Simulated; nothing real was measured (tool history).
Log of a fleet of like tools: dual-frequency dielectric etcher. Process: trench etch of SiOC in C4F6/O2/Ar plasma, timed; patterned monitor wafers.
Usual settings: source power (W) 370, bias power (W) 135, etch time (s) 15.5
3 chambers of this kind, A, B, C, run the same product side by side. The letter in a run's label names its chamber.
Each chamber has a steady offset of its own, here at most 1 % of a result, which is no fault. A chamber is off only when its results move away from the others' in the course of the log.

run,hour,source power (W),bias power (W),etch time (s),hours since the last wet clean,hours since the last source power generator calibration,hours since the last bias power generator calibration,"read-back reference wafer on the same gauge, depth_nm",mean etch depth across the wafer (angstrom)
1A,7.9,370,135,15.5,61.0,1158.1,379.8,23.093,284.78
2C,19.8,370,135,15.5,460.0,3720.1,239.5,23.091,283.56
3B,25.6,370,135,15.5,407.2,1161.6,2434.0,23.088,284.52
4C,32.0,370,135,15.5,472.2,3732.3,251.7,23.083,282.62
5B,45.2,370,135,15.5,426.8,1181.2,2453.6,23.076,284.96
6A,56.1,370,135,15.5,109.2,1206.3,428.0,23.063,284.49
7B,62.9,370,135,15.5,444.5,1198.9,2471.3,23.066,283.67
8C,75.1,370,135,15.5,515.3,3775.4,294.8,23.065,283.25
9A,87.5,410,135,15.5,140.6,1237.7,459.4,23.055,295.22
10B,93.7,410,135,15.5,475.3,1229.7,2502.1,23.045,296.05
# hour 97.6: chamber C: wet clean of the chamber
11C,101.1,410,135,15.5,3.6,3801.4,320.8,23.046,294.92
12A,110.2,370,135,15.5,163.3,1260.4,482.1,23.042,283.36
13A,119.8,370,135,15.5,172.9,1270.0,491.7,23.037,282.97
14C,132.0,370,135,15.5,34.5,3832.3,351.7,23.014,282.33
15B,141.5,370,135,15.5,523.1,1277.5,2549.9,23.017,284.81
16B,148.4,370,135,15.5,530.0,1284.4,2556.8,23.018,283.62
17A,158.1,370,135,15.5,211.2,1308.3,530.0,23.015,282.87
18C,166.0,370,135,15.5,68.5,3866.3,385.7,23.006,282.49
19C,173.3,370,135,15.5,75.8,3873.6,393.0,23.006,282.45
20B,181.5,370,135,15.5,563.1,1317.5,2589.9,23.010,283.74
21A,191.4,370,135,15.5,244.5,1341.6,563.3,22.994,283.70
22C,200.8,370,135,15.5,103.3,3901.1,420.5,22.982,281.72
23A,207.0,370,135,15.5,260.1,1357.2,578.9,22.993,283.13
24B,213.3,370,135,15.5,594.9,1349.3,2621.7,22.983,284.08
25B,225.1,370,135,15.5,606.7,1361.1,2633.5,22.964,283.55
26A,237.5,370,135,20.0,290.6,1387.7,609.4,22.976,364.79

All 3 chambers run these settings next. Forecast each chamber's results:
27A,247.0,370,135,18.0,,,,,?
27B,247.0,370,135,18.0,,,,,?
27C,247.0,370,135,18.0,,,,,?

run,mean etch depth across the wafer (angstrom)
27A,328.24
27B,328.64
27C,327.79

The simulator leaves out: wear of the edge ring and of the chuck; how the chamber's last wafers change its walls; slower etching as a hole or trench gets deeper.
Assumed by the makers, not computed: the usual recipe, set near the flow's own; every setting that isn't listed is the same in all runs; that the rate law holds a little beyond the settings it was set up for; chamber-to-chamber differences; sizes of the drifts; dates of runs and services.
